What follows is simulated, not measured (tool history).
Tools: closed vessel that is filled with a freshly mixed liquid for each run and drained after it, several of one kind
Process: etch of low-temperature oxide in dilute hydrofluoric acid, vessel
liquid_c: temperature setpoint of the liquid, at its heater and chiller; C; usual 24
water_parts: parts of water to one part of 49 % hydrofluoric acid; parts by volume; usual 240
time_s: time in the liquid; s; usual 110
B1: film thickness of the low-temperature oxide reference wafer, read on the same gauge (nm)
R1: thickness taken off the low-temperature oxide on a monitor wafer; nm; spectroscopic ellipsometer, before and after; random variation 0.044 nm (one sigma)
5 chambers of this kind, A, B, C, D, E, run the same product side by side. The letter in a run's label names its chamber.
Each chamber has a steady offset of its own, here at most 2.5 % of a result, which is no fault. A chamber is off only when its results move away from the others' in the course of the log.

Run 1E, hour 13.4: usual settings; B1 39.974. Result: R1 5.7224 nm.
Run 2A, hour 22.9: usual settings; B1 40.017. Result: R1 5.5385 nm.
Run 3D, hour 36.5: usual settings; B1 40.018. Result: R1 5.5252 nm.
Run 4C, hour 47.9: usual settings; B1 40.028. Result: R1 5.6299 nm.
Run 5B, hour 61.3: usual settings; B1 39.989. Result: R1 5.5986 nm.
Run 6B, hour 69: usual settings but liquid_c 26 C, time_s 55 s; B1 40.033. Result: R1 3.0378 nm.
Run 7A, hour 76.2: usual settings but liquid_c 26 C, time_s 55 s; B1 40.018. Result: R1 3.0022 nm.
Run 8D, hour 89.8: usual settings but liquid_c 26 C, time_s 55 s; B1 40. Result: R1 3.0134 nm.
Run 9C, hour 102.3: usual settings but liquid_c 26 C, time_s 55 s; B1 39.983. Result: R1 3.0269 nm.
Run 10E, hour 116.6: usual settings but liquid_c 26 C, time_s 55 s; B1 39.999. Result: R1 3.0563 nm.
Run 11C, hour 129.7: usual settings; B1 40.009. Result: R1 5.617 nm.
Run 12E, hour 138.2: usual settings; B1 39.969. Result: R1 5.6895 nm.
Run 13D, hour 148.9: usual settings; B1 40.013. Result: R1 5.5287 nm.
Run 14B, hour 159.7: usual settings but liquid_c 26 C, water_parts 320 parts by volume; B1 39.984. Result: R1 4.1337 nm.
Run 15A, hour 174.5: usual settings but liquid_c 26 C, water_parts 320 parts by volume; B1 39.978. Result: R1 4.1472 nm.
Run 16B, hour 182.2: usual settings but liquid_c 26 C, water_parts 320 parts by volume; B1 40.011. Result: R1 4.1219 nm.
Run 17D, hour 189.8: usual settings but liquid_c 26 C, water_parts 320 parts by volume; B1 39.993. Result: R1 4.1028 nm.
Run 18C, hour 202.9: usual settings but liquid_c 26 C, water_parts 320 parts by volume; B1 40.027. Result: R1 4.1228 nm.
Run 19E, hour 211.3: usual settings but liquid_c 27.5 C; B1 39.985. Result: R1 6.5304 nm.
Run 20A, hour 224.1: usual settings but liquid_c 27.5 C; B1 40.012. Result: R1 6.3253 nm.
Run 21E, hour 234.4: usual settings but liquid_c 27.5 C; B1 40.016. Result: R1 6.4697 nm.
Run 22B, hour 246.6: usual settings but liquid_c 27.5 C; B1 40.028. Result: R1 6.1956 nm.
Run 23C, hour 258.6: usual settings but liquid_c 27.5 C; B1 39.998. Result: R1 6.2941 nm.
Run 24A, hour 265.7: usual settings; B1 39.988. Result: R1 5.5007 nm.
Run 25D, hour 273.7: usual settings; B1 40.016. Result: R1 5.5981 nm.
Run 26B, hour 286.9: usual settings; B1 40.001. Result: R1 5.4638 nm.
Run 27D, hour 296.5: usual settings; B1 39.975. Result: R1 5.6524 nm.
Run 28C, hour 311.6: usual settings; B1 39.975. Result: R1 5.5956 nm.
Run 29A, hour 322.9: usual settings; B1 39.994. Result: R1 5.6208 nm.
Run 30E, hour 331.6: usual settings; B1 39.994. Result: R1 5.7152 nm.
Run 31B, hour 344.7: usual settings; B1 39.988. Result: R1 5.3408 nm.
At hour 356.4: chamber A: thermometer replaced.
Run 32C, hour 358.6: usual settings; B1 39.976. Result: R1 5.5384 nm.
Run 33D, hour 366.4: usual settings; B1 40.011. Result: R1 5.6964 nm.
Run 34A, hour 376.9: usual settings; B1 40. Result: R1 5.653 nm.
Run 35E, hour 390: usual settings; B1 40.025. Result: R1 5.7442 nm.
Run 36B, hour 399.2: usual settings but water_parts 350 parts by volume, time_s 90 s; B1 39.994. Result: R1 2.6515 nm.
Run 37C, hour 411.6: usual settings but water_parts 350 parts by volume, time_s 90 s; B1 39.956. Result: R1 2.7975 nm.
Run 38D, hour 426.7: usual settings but water_parts 350 parts by volume, time_s 90 s; B1 39.975. Result: R1 2.7998 nm.

Next, every chamber runs the same settings. What will each give?
Run 39A, hour 437.5: usual settings. Result: R1 ?.
Run 39B, hour 437.5: usual settings. Result: R1 ?.
Run 39C, hour 437.5: usual settings. Result: R1 ?.
Run 39D, hour 437.5: usual settings. Result: R1 ?.
Run 39E, hour 437.5: usual settings. Result: R1 ?.

run      R1
39A  5.5821
39B  5.2288
39C  5.6418
39D   5.555
39E  5.7167

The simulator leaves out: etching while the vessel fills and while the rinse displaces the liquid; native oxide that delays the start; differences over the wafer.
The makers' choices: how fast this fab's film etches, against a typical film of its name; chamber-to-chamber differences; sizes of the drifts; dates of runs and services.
